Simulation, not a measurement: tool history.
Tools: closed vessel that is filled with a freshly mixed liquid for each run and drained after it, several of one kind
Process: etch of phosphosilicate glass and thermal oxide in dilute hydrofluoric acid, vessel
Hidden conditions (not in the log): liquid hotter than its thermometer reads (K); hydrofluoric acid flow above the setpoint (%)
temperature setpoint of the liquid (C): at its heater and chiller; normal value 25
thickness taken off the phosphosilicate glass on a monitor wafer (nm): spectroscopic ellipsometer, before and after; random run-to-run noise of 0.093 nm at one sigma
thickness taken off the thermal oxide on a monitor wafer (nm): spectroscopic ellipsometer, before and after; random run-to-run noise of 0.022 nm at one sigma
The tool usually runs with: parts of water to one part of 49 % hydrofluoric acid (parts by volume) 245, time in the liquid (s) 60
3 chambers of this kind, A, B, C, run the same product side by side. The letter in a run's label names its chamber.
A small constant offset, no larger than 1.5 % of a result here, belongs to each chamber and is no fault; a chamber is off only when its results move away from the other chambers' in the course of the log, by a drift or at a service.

| run | hour | temperature setpoint of the liquid (C) | parts of water to one part of 49 % hydrofluoric acid (parts by volume) | time in the liquid (s) | hours since the thermometer was replaced | hours since the hydrofluoric acid flow meter was replaced | read-back film thickness of the phosphosilicate glass reference wafer, read on the same gauge (nm) | read-back film thickness of the thermal oxide reference wafer, read on the same gauge (nm) | thickness taken off the phosphosilicate glass on a monitor wafer (nm) | thickness taken off the thermal oxide on a monitor wafer (nm) |
|---|---|---|---|---|---|---|---|---|---|---|
| 1A | 11.7 | 25 | 245 | 60 | 154 | 1442.9 | 59.99 | 150 | 21.67 | 0.93219 |
| 2B | 19.7 | 25 | 245 | 60 | 922.9 | 54.6 | 59.983 | 150.01 | 21.543 | 0.93515 |
| 3C | 30.7 | 25 | 245 | 60 | 573 | 547.4 | 59.989 | 150 | 21.289 | 0.97457 |
| 4B | 43.3 | 25 | 245 | 60 | 946.5 | 78.2 | 59.996 | 150.03 | 21.505 | 0.94835 |
| 5A | 49.3 | 25 | 245 | 60 | 191.6 | 1480.5 | 59.991 | 150.01 | 21.694 | 0.96126 |
| 6C | 61.4 | 25 | 245 | 30 | 603.7 | 578.1 | 59.994 | 149.97 | 10.563 | 0.45653 |
| 7C | 74 | 25 | 245 | 30 | 616.3 | 590.7 | 60.007 | 149.99 | 10.727 | 0.48738 |
| 8B | 85.4 | 25 | 245 | 30 | 988.6 | 120.3 | 60 | 150 | 10.837 | 0.47089 |
| 9A | 91.7 | 25 | 245 | 60 | 234 | 1522.9 | 59.994 | 149.99 | 21.778 | 0.93568 |
| 10C | 97.3 | 25 | 245 | 60 | 639.6 | 614 | 59.99 | 150 | 21.239 | 0.923 |
| 11B | 104.5 | 22.5 | 245 | 60 | 1007.7 | 139.4 | 60.007 | 149.98 | 19.795 | 0.87095 |
| 12A | 115.8 | 22.5 | 245 | 60 | 258.1 | 1547 | 59.995 | 150 | 19.713 | 0.84672 |
| 13A | 127.6 | 22.5 | 245 | 60 | 269.9 | 1558.8 | 60.023 | 150 | 19.8 | 0.85159 |
| 14B | 139.6 | 25 | 245 | 60 | 1042.8 | 174.5 | 60.007 | 149.99 | 21.609 | 0.94127 |
| 15C | 147.8 | 25 | 245 | 60 | 690.1 | 664.5 | 59.987 | 150.04 | 21.291 | 0.93175 |
| 16B | 158 | 25 | 245 | 60 | 1061.2 | 192.9 | 60.007 | 150.02 | 21.808 | 0.93274 |
|  | 163.4 | chamber A: hydrofluoric acid flow meter replaced |
| 17A | 164.4 | 25 | 245 | 60 | 306.7 | 1.1 | 59.977 | 150 | 21.581 | 0.9768 |
| 18C | 174.3 | 25 | 245 | 60 | 716.6 | 691 | 60.042 | 149.99 | 21.5 | 0.9289 |
| 19A | 179.9 | 30 | 245 | 45 | 322.2 | 16.6 | 60.017 | 149.99 | 19.235 | 0.83637 |
| 20C | 189.8 | 30 | 245 | 45 | 732.1 | 706.5 | 60.025 | 150.01 | 18.994 | 0.86315 |
| 21B | 202.2 | 30 | 245 | 45 | 1105.4 | 237.1 | 59.98 | 150.02 | 19.277 | 0.83934 |
| 22A | 212.1 | 29.5 | 150 | 60 | 354.4 | 48.8 | 60.014 | 150.03 | 46.332 | 1.9817 |
| 23B | 218.5 | 29.5 | 150 | 60 | 1121.7 | 253.4 | 60.006 | 149.97 | 45.947 | 1.9479 |
|  | 226.5 | chamber C: thermometer replaced |
| 24C | 230.9 | 29.5 | 150 | 60 | 4.4 | 747.6 | 59.981 | 149.97 | 45.271 | 2.0413 |

For the next run the whole fleet of 3 chambers uses the same settings. Give each chamber's results:
| 25A | 239.9 | 25 | 145 | 60 |  |  |  |  | ? | ? |
| 25B | 239.9 | 25 | 145 | 60 |  |  |  |  | ? | ? |
| 25C | 239.9 | 25 | 145 | 60 |  |  |  |  | ? | ? |

| run | thickness taken off the phosphosilicate glass on a monitor wafer (nm) | thickness taken off the thermal oxide on a monitor wafer (nm) |
|---|---|---|
| 25A | 40.953 | 1.7725 |
| 25B | 40.59 | 1.7261 |
| 25C | 40.362 | 1.8043 |
